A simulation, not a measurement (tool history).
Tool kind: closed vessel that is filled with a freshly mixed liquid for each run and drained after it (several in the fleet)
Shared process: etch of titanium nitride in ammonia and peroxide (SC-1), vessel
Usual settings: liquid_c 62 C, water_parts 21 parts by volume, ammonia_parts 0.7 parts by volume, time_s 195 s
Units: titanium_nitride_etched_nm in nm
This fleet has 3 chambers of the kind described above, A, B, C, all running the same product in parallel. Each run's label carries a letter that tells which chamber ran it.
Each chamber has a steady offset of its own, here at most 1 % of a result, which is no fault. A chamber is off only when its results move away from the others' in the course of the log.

run,hour,liquid_c,water_parts,ammonia_parts,time_s,"read-back film thickness of the titanium nitride reference wafer, read on the same gauge (nm)",titanium_nitride_etched_nm
1C,10.6,62,21,0.7,195,139.99,22.147
2A,22.5,62,21,0.7,195,139.98,22.463
3B,37.8,62,21,0.7,195,139.98,22.444
4B,46.3,62,21,0.7,195,140.01,22.54
5A,56.5,62,21,0.7,195,140,22.345
6C,66.3,62,21,0.7,195,140.01,22.237
# hour 81.3: chamber C: new drum of ammonia solution connected
7B,81.5,62,21,0.7,195,140.03,22.274
8A,91.1,62,21,0.7,195,140,22.374
9C,100.4,62,21,0.7,195,140,22.135
10B,114.2,62,21,0.7,195,139.99,22.444
11A,124,62,21,0.7,195,140,22.619
12C,139.5,62,21,0.7,195,140.01,22.518
13C,148.2,62,21,0.7,195,140,22.365
14B,158.9,62,13.5,0.7,270,139.99,39.659
15A,167.1,62,13.5,0.7,270,139.98,41.226
16A,175,62,13.5,0.7,270,140,40.939
17C,185.3,62,21,0.7,195,140.02,22.414
18B,198.4,62,21,0.7,195,140.01,22.18
19A,207.4,62,21,0.7,195,140,23.284
20C,220.6,62,21,0.7,195,139.99,22.524
21B,230.8,56,30.5,0.7,195,140.01,12.359
22B,241.1,56,30.5,0.7,195,140.02,12.234

Which is it: a chamber that has drifted or been left off by a service, a gauge drift common to all chambers, or only each chamber's usual small offset? If a chamber is off, name it and its likeliest cause.

Little by little, chamber A moves away from the other chambers.
Cause: liquid hotter than its thermometer reads (K) = 0.97.

Chamber A could run next with any of the 4 candidate recipes listed below; each alters the usual settings, and their results appear as question marks. Which one brings its results back in line with what the other chambers deliver on the usual settings?
A result is in line if it is within this distance of the other chambers' mean on the usual settings: titanium_nitride_etched_nm 0.59 nm
23A-1,252.4,62,20.5,0.7,195,,?
23A-2,252.4,61.5,21,0.7,190,,?
23A-3,252.4,62,21,1,195,,?
23A-4,252.4,62,21,0.7,190,,?

Mean of the other chambers on the usual settings: titanium_nitride_etched_nm 22.341 nm
run,titanium_nitride_etched_nm
23A-1,24.114
23A-2,22.46
23A-3,25.347
23A-4,23.181
23A-2 brings the chamber back in line.
